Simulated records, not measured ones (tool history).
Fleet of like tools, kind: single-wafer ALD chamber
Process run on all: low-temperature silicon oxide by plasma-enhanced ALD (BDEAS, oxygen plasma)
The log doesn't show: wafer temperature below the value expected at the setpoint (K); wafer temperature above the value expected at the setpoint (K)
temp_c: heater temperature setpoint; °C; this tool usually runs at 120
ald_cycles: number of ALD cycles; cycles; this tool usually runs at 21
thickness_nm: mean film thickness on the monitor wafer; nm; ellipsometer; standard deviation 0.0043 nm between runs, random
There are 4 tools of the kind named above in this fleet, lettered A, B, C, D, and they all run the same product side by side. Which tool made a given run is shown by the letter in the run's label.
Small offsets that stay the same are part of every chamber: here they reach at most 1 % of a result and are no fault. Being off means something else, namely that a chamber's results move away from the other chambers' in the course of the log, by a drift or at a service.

run    day  temp_c  ald_cycles  hours since the last thermocouple change  read-back reference wafer on the same gauge, thickness_nm  thickness_nm
 1B  0.433     120          21                                     966.4                                                     3.3591        2.8903
 2A  0.688     120          21                                    1762.0                                                     3.3582        2.8998
 3D  0.962     120          21                                    1987.7                                                     3.3586        2.8898
 4C  1.246     120          21                                     211.6                                                     3.3579        2.9153
 5D  1.508     120          21                                    2000.8                                                     3.3552        2.8938
 6C  1.808     120          21                                     225.1                                                     3.3553        2.9122
 7A  2.225     120          21                                    1798.9                                                     3.3550        2.9006
 8B  2.517     113          19                                    1016.4                                                     3.3544        2.6398
 9A  2.888     113          19                                    1814.8                                                     3.3530        2.6524
10C  3.129     113          19                                     256.8                                                     3.3530        2.6730
11D  3.388     113          19                                    2045.9                                                     3.3511        2.6512
12B  3.629     120          21                                    1043.1                                                     3.3518        2.8883
13A  4.025     120          21                                    1842.1                                                     3.3495        2.8965
14B  4.229     120          21                                    1057.5                                                     3.3497        2.8883
15C  4.675     120          21                                     293.9                                                     3.3495        2.9032
16D  4.992     120          21                                    2084.4                                                     3.3479        2.8819
17B  5.438     120          19                                    1086.5                                                     3.3470        2.5975
18A  5.879     120          19                                    1886.6                                                     3.3464        2.6211
19D  6.154     120          19                                    2112.3                                                     3.3456        2.6102
20C  6.396     120          19                                     335.2                                                     3.3439        2.6269
21C  6.712     120          21                                     342.8                                                     3.3440        2.9053
22D  7.029     120          21                                    2133.3                                                     3.3451        2.8875
23A  7.362     120          21                                    1922.2                                                     3.3424        2.8928
24B  7.633     120          21                                    1139.2                                                     3.3429        2.8764
25B  7.929     120          21                                    1146.3                                                     3.3436        2.8680
26C  8.275     120          21                                     380.3                                                     3.3415        2.8936
27A  8.612     120          21                                    1952.2                                                     3.3385        2.8866

All 4 chambers run these settings next. Forecast each chamber's results:
28A  8.950     120          21                                                                                                                  ?
28B  8.950     120          21                                                                                                                  ?
28C  8.950     120          21                                                                                                                  ?
28D  8.950     120          21                                                                                                                  ?

run  thickness_nm
28A        2.8921
28B        2.8741
28C        2.9042
28D        2.8760

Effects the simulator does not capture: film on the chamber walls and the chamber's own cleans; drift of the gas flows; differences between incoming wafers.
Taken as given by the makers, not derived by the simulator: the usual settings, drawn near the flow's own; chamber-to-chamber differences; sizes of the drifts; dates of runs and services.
